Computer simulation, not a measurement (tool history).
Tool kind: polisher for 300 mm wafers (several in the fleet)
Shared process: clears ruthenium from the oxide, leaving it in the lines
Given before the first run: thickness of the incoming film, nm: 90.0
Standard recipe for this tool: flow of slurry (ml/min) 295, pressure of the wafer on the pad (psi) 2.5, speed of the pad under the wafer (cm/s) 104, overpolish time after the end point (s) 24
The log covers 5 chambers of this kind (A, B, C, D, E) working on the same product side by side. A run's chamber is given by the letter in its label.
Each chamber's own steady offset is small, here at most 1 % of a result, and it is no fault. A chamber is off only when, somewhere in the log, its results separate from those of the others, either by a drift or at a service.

run,day,flow of slurry (ml/min),pressure of the wafer on the pad (psi),speed of the pad under the wafer (cm/s),overpolish time after the end point (s),wafers polished on this pad,hours since the slurry nozzle was cleaned,hours since the head pressure was calibrated,time until the end point was called (s)
1D,0.433,295,2.5,104,24,192,144.6,114.6,56.471
# day 0.633: chamber B: worn pad replaced by a new one
2A,1.062,295,2.5,104,24,1086,114.6,617.2,57.097
# day 1.288: chamber A: worn pad replaced by a new one
# day 1.388: chamber C: slurry nozzle cleaned
3B,1.517,295,2.5,104,24,143,123,166.2,56.178
4C,2.112,295,2.5,104,24,1106,17.5,350.8,57.05
# day 2.654: chamber E: worn pad replaced by a new one
5E,2.738,295,2.5,104,24,14,460.2,1034,55.673
6A,3.083,295,2.5,104,24,291,163.1,665.7,57.878
# day 3.438: chamber E: slurry nozzle cleaned
7B,3.525,295,2.5,92,24,469,171.2,214.4,64.857
8C,3.804,295,2.5,92,24,1381,58.1,391.4,66.741
9D,4.271,295,2.5,92,24,815,236.7,206.7,64.002
# day 4.408: chamber C: worn pad replaced by a new one
10E,4.567,295,2.5,92,24,311,27.2,1077.9,64.188
11D,5.117,295,2.5,92,24,952,257,227,63.51
12E,5.425,295,2.5,104,24,450,47.8,1098.5,56.167
13A,5.838,295,2.5,104,24,739,229.2,731.8,55.918
# day 6.1: chamber B: worn pad replaced by a new one
14B,6.117,370,2.5,122,24,2,233.4,276.6,47.773
15C,6.458,370,2.5,122,24,333,121.8,455.1,47.964
# day 6.708: chamber A: head pressure recalibrated
# day 6.717: chamber D: worn pad replaced by a new one
16E,7.004,370,2.5,122,24,706,85.7,1136.4,46.06
# day 7.421: chamber E: head pressure recalibrated
17C,7.633,370,2.5,122,24,523,150,483.3,48.279
18D,8.175,370,2.5,122,24,237,330.4,300.4,47.524
# day 8.188: chamber D: slurry nozzle cleaned
# day 8.262: chamber A: worn pad replaced by a new one
19A,8.692,295,2.5,104,24,70,297.7,47.7,56.224
20B,9.075,295,2.5,104,24,483,304.4,347.6,57.313
21B,9.358,295,2.5,104,24,529,311.2,354.4,55.538
22A,9.812,295,2.5,104,24,252,324.6,74.6,57.299
23D,10.358,295,2.5,72,37,591,52.2,352.8,82.676
# day 10.6: chamber E: worn pad replaced by a new one
24E,10.642,295,2.5,72,37,6,173,77.4,92.561
25C,11.196,295,2.5,72,37,1102,235.5,568.8,83.252
# day 11.346: chamber C: worn pad replaced by a new one
26E,11.796,295,2.5,72,37,194,200.7,105.1,89.368
# day 11.867: chamber A: slurry nozzle cleaned
27D,12.071,295,2.5,72,37,869,93.3,393.9,80.828
# day 12.504: chamber B: worn pad replaced by a new one
28C,12.675,295,2.5,124,24,215,271,604.3,47.158
29B,13.121,295,2.5,124,24,100,401.5,444.7,47.538
30A,13.7,295,2.5,124,24,883,44,167.9,46.745
31D,14.154,295,2.5,124,24,1208,143.3,443.9,47.145
32B,14.471,295,2.5,124,24,319,433.9,477.1,47.699
33C,14.975,350,2.2,104,24,589,326.2,659.5,63.197
34E,15.412,350,2.2,104,24,781,287.5,191.9,69.491
# day 15.8: chamber A: worn pad replaced by a new one
35A,15.838,350,2.2,104,24,6,95.3,219.2,62.534
36A,16.204,350,2.2,104,24,66,104.1,228,62.489
37E,16.742,350,2.2,104,24,997,319.4,223.8,69.694

Next, all 5 chambers run the settings below, one line each with question marks for the results. What does each chamber give?
38A,17.196,295,2.5,104,24,,,,?
38B,17.196,295,2.5,104,24,,,,?
38C,17.196,295,2.5,104,24,,,,?
38D,17.196,295,2.5,104,24,,,,?
38E,17.196,295,2.5,104,24,,,,?

run,time until the end point was called (s)
38A,55.932
38B,55.58
38C,58.116
38D,55.901
38E,62.699
